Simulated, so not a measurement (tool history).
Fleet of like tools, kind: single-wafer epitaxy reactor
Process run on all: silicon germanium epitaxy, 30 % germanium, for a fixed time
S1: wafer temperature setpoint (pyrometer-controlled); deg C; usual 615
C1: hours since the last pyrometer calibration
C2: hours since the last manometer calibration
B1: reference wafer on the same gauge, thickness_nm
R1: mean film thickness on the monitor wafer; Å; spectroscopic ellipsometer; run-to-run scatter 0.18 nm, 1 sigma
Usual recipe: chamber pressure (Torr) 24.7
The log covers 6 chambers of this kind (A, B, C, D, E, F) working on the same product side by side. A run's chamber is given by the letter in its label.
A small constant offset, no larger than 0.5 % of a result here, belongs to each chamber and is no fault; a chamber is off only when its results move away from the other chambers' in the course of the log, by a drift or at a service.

{"run": "1F", "hour": 8.0, "S1": 615, "chamber pressure (Torr)": 24.7, "C1": 433, "C2": 1188, "B1": 72.082, "R1": 840.66}
{"run": "2A", "hour": 16.8, "S1": 615, "chamber pressure (Torr)": 24.7, "C1": 422, "C2": 2576.7, "B1": 72.14, "R1": 842.48}
{"hour": 19.9, "done": "chamber F: capacitance manometer re-zeroed and calibrated"}
{"run": "3D", "hour": 22.0, "S1": 615, "chamber pressure (Torr)": 24.7, "C1": 405.5, "C2": 1934.6, "B1": 72.109, "R1": 840.12}
{"run": "4B", "hour": 28.7, "S1": 615, "chamber pressure (Torr)": 24.7, "C1": 795.1, "C2": 3135.6, "B1": 72.115, "R1": 835.92}
{"run": "5C", "hour": 35.5, "S1": 615, "chamber pressure (Torr)": 24.7, "C1": 1536.1, "C2": 65.9, "B1": 72.083, "R1": 835.3}
{"hour": 35.8, "done": "chamber B: capacitance manometer re-zeroed and calibrated"}
{"run": "6E", "hour": 44.2, "S1": 615, "chamber pressure (Torr)": 24.7, "C1": 1931.8, "C2": 483.7, "B1": 72.056, "R1": 841.14}
{"run": "7B", "hour": 54.3, "S1": 603, "chamber pressure (Torr)": 24.7, "C1": 820.7, "C2": 18.6, "B1": 72.131, "R1": 680.39}
{"run": "8A", "hour": 64.9, "S1": 603, "chamber pressure (Torr)": 24.7, "C1": 470.1, "C2": 2624.8, "B1": 72.089, "R1": 678.66}
{"run": "9E", "hour": 74.2, "S1": 603, "chamber pressure (Torr)": 24.7, "C1": 1961.8, "C2": 513.7, "B1": 72.106, "R1": 679.24}
{"run": "10D", "hour": 82.6, "S1": 603, "chamber pressure (Torr)": 24.7, "C1": 466.1, "C2": 1995.2, "B1": 72.082, "R1": 675.29}
{"run": "11F", "hour": 93.4, "S1": 603, "chamber pressure (Torr)": 24.7, "C1": 518.4, "C2": 73.6, "B1": 72.059, "R1": 677.69}
{"run": "12C", "hour": 104.5, "S1": 603, "chamber pressure (Torr)": 24.7, "C1": 1605.1, "C2": 134.9, "B1": 72.083, "R1": 677.07}
{"run": "13B", "hour": 111.2, "S1": 615, "chamber pressure (Torr)": 24.7, "C1": 877.6, "C2": 75.5, "B1": 72.111, "R1": 841.58}
{"run": "14F", "hour": 120.5, "S1": 615, "chamber pressure (Torr)": 24.7, "C1": 545.5, "C2": 100.7, "B1": 72.123, "R1": 838.49}
{"run": "15C", "hour": 129.2, "S1": 615, "chamber pressure (Torr)": 24.7, "C1": 1629.8, "C2": 159.6, "B1": 72.099, "R1": 835.07}
{"run": "16E", "hour": 139.5, "S1": 615, "chamber pressure (Torr)": 24.7, "C1": 2027.1, "C2": 579, "B1": 72.136, "R1": 841.22}
{"run": "17A", "hour": 145.9, "S1": 615, "chamber pressure (Torr)": 24.7, "C1": 551.1, "C2": 2705.8, "B1": 72.124, "R1": 841.51}
{"run": "18D", "hour": 152.9, "S1": 608, "chamber pressure (Torr)": 27.8, "C1": 536.4, "C2": 2065.5, "B1": 72.105, "R1": 777.82}
{"run": "19D", "hour": 162.3, "S1": 608, "chamber pressure (Torr)": 27.8, "C1": 545.8, "C2": 2074.9, "B1": 72.121, "R1": 776.79}
{"run": "20B", "hour": 171.3, "S1": 608, "chamber pressure (Torr)": 27.8, "C1": 937.7, "C2": 135.6, "B1": 72.096, "R1": 780.16}
{"run": "21E", "hour": 177.2, "S1": 608, "chamber pressure (Torr)": 27.8, "C1": 2064.8, "C2": 616.7, "B1": 72.105, "R1": 777.68}
{"run": "22F", "hour": 185.2, "S1": 608, "chamber pressure (Torr)": 27.8, "C1": 610.2, "C2": 165.4, "B1": 72.129, "R1": 782.1}
{"run": "23C", "hour": 191.6, "S1": 608, "chamber pressure (Torr)": 27.8, "C1": 1692.2, "C2": 222, "B1": 72.114, "R1": 772.4}
{"run": "24A", "hour": 200.3, "S1": 615, "chamber pressure (Torr)": 24.7, "C1": 605.5, "C2": 2760.2, "B1": 72.112, "R1": 842.21}
{"run": "25D", "hour": 209.4, "S1": 624, "chamber pressure (Torr)": 19.8, "C1": 592.9, "C2": 2122, "B1": 72.098, "R1": 900.63}
{"run": "26A", "hour": 218.6, "S1": 624, "chamber pressure (Torr)": 19.8, "C1": 623.8, "C2": 2778.5, "B1": 72.133, "R1": 897.64}
{"run": "27F", "hour": 227.8, "S1": 624, "chamber pressure (Torr)": 19.8, "C1": 652.8, "C2": 208, "B1": 72.098, "R1": 901.15}
{"hour": 228.1, "done": "chamber C: pyrometer calibrated"}
{"run": "28B", "hour": 236.2, "S1": 624, "chamber pressure (Torr)": 19.8, "C1": 1002.6, "C2": 200.5, "B1": 72.088, "R1": 897.99}
{"run": "29C", "hour": 242.9, "S1": 624, "chamber pressure (Torr)": 19.8, "C1": 14.8, "C2": 273.3, "B1": 72.165, "R1": 915.58}
{"run": "30E", "hour": 252.9, "S1": 624, "chamber pressure (Torr)": 19.8, "C1": 2140.5, "C2": 692.4, "B1": 72.075, "R1": 903.61}
{"run": "31F", "hour": 263.6, "S1": 615, "chamber pressure (Torr)": 24.7, "C1": 688.6, "C2": 243.8, "B1": 72.106, "R1": 841.54}
{"run": "32D", "hour": 273.4, "S1": 615, "chamber pressure (Torr)": 24.7, "C1": 656.9, "C2": 2186, "B1": 72.082, "R1": 839.6}
{"run": "33B", "hour": 281.9, "S1": 615, "chamber pressure (Torr)": 24.7, "C1": 1048.3, "C2": 246.2, "B1": 72.077, "R1": 841}
{"run": "34C", "hour": 290.7, "S1": 615, "chamber pressure (Torr)": 24.7, "C1": 62.6, "C2": 321.1, "B1": 72.109, "R1": 856.71}
{"run": "35E", "hour": 300.1, "S1": 615, "chamber pressure (Torr)": 24.7, "C1": 2187.7, "C2": 739.6, "B1": 72.111, "R1": 843.84}
{"hour": 306.3, "done": "chamber A: capacitance manometer re-zeroed and calibrated"}
{"run": "36A", "hour": 311.3, "S1": 615, "chamber pressure (Torr)": 24.7, "C1": 716.5, "C2": 5.1, "B1": 72.116, "R1": 841.6}
{"run": "37B", "hour": 322.3, "S1": 615, "chamber pressure (Torr)": 24.7, "C1": 1088.7, "C2": 286.6, "B1": 72.094, "R1": 839.78}
{"run": "38C", "hour": 331.8, "S1": 615, "chamber pressure (Torr)": 24.7, "C1": 103.7, "C2": 362.2, "B1": 72.133, "R1": 857.27}
{"run": "39D", "hour": 343.1, "S1": 615, "chamber pressure (Torr)": 24.7, "C1": 726.6, "C2": 2255.7, "B1": 72.103, "R1": 840.84}
{"run": "40A", "hour": 353.2, "S1": 615, "chamber pressure (Torr)": 24.7, "C1": 758.4, "C2": 47, "B1": 72.086, "R1": 841.1}

Has any chamber moved away from the others, gradually or after a service, or does the common gauge drift, or do the chambers differ only by their own small steady offsets? State the chamber and the most likely cause if one applies.

The work done on chamber C during a service left it standing apart from the others.
Cause: wafer temperature above the value expected at the setpoint (K) = 1.36.

Below are 4 candidate recipes for chamber C's next run, each the usual settings with a change, their results shown as question marks. Which of them brings C's results back in line with what the other chambers give on the usual settings?
Allowed miss from the other chambers' usual-settings mean, per result, to count as in line: R1 6.7 Å
{"run": "41C-1", "hour": 361.4, "S1": 615, "chamber pressure (Torr)": 24.4, "R1": "?"}
{"run": "41C-2", "hour": 361.4, "S1": 616, "chamber pressure (Torr)": 24.8, "R1": "?"}
{"run": "41C-3", "hour": 361.4, "S1": 615, "chamber pressure (Torr)": 23.5, "R1": "?"}
{"run": "41C-4", "hour": 361.4, "S1": 615, "chamber pressure (Torr)": 24.8, "R1": "?"}

Average result of the remaining chambers running the usual settings: R1 840.27 Å
run=41C-1 R1=851.27
run=41C-2 R1=871.9
run=41C-3 R1=838.57
run=41C-4 R1=856.82
Change 41C-3 lands the chamber within the allowed miss of the other chambers.
